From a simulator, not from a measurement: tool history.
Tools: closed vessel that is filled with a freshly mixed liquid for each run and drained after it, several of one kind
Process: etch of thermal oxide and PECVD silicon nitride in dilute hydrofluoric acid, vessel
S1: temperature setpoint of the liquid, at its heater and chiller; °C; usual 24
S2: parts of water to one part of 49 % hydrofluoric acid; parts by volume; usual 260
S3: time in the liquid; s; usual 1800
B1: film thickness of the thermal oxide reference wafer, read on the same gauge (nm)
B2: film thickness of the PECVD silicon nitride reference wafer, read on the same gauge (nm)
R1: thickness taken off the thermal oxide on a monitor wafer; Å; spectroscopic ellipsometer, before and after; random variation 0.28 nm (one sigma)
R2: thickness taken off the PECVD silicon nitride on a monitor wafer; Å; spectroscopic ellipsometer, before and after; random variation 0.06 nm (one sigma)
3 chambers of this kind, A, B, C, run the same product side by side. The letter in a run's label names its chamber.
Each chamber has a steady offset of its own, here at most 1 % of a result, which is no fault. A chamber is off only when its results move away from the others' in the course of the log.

run	hour	S1	S2	S3	B1	B2	R1	R2
1C	2.6	24	260	1800	39.991	90.013	280.44	119.22
2A	5.5	24	260	1800	40.000	89.999	275.68	120.19
3B	9.0	24	260	1800	40.008	90.005	277.94	120.26
4C	11.8	24	260	1800	40.014	89.998	278.36	118.29
5A	15.0	24	260	1800	39.994	90.004	284.07	121.78
6B	19.1	24	260	1800	40.006	89.999	277.16	118.84
7C	22.6	24	260	1800	40.016	89.989	277.73	120.18
8A	25.8	24	260	1800	39.986	89.989	281.36	122.28
9B	29.8	24	260	1800	39.994	89.993	281.72	120.44
10A	32.9	24	260	1800	39.990	89.988	282.49	123.71
11C	36.2	24	175	1800	39.999	90.018	454.86	178.07
12B	40.0	24	175	1800	40.007	89.993	462.97	177.33
13C	44.1	24	175	1800	39.998	89.989	459.26	179.40
14A	46.5	24	260	1800	39.982	89.989	288.72	124.07
15B	49.4	24	260	1800	39.996	89.971	272.14	119.46
16B	53.0	24	260	1800	39.992	89.975	281.72	120.31
17A	56.4	24	260	1800	39.996	90.007	287.76	126.18
18C	59.9	24	260	1800	39.962	89.993	279.33	119.20
19C	64.5	24	260	1800	40.028	89.995	278.11	119.33
20A	68.0	24	260	1800	40.011	90.007	285.99	128.04
21B	72.4	24	260	1800	40.010	90.020	276.56	120.09
22C	75.8	24	260	1800	39.996	90.010	277.28	120.06
# hour 77.1: chamber B: hydrofluoric acid flow meter replaced
23A	77.9	24	170	1325	39.961	90.007	357.56	143.07
24B	80.1	24	170	1325	40.017	90.018	350.37	136.84
25B	82.5	24	170	1325	40.002	90.001	352.09	134.40
26C	86.8	24	260	1800	40.016	90.008	282.02	119.11
27A	90.5	24	260	1800	39.968	90.016	288.45	131.26

What goes on in this fleet: one chamber off, a drifting gauge, or nothing beyond the chambers' own small offsets? Name the chamber and the cause, if any.

Chamber A drifts away from the others.
Cause: liquid hotter than its thermometer reads (K) = 1.46.

Here are 4 candidates for chamber A's next run, each the usual settings with a change, their results left as question marks. Which one brings its results back in line with what the others give on the usual settings?
In line means no further than this from the other chambers' mean on the usual settings: R1 9.70 Å; R2 2.10 Å
28A-1	93.8	25.0	270	1920			?	?
28A-2	93.8	24.5	265	1860			?	?
28A-3	93.8	23.5	255	1740			?	?
28A-4	93.8	23.0	250	1690			?	?

The other chambers' mean on the usual settings: R1 279.98 Å; R2 119.58 Å
run	R1	R2
28A-1	308.07	142.91
28A-2	300.35	136.83
28A-3	284.58	124.99
28A-4	278.21	119.95
28A-4 brings the chamber back in line.

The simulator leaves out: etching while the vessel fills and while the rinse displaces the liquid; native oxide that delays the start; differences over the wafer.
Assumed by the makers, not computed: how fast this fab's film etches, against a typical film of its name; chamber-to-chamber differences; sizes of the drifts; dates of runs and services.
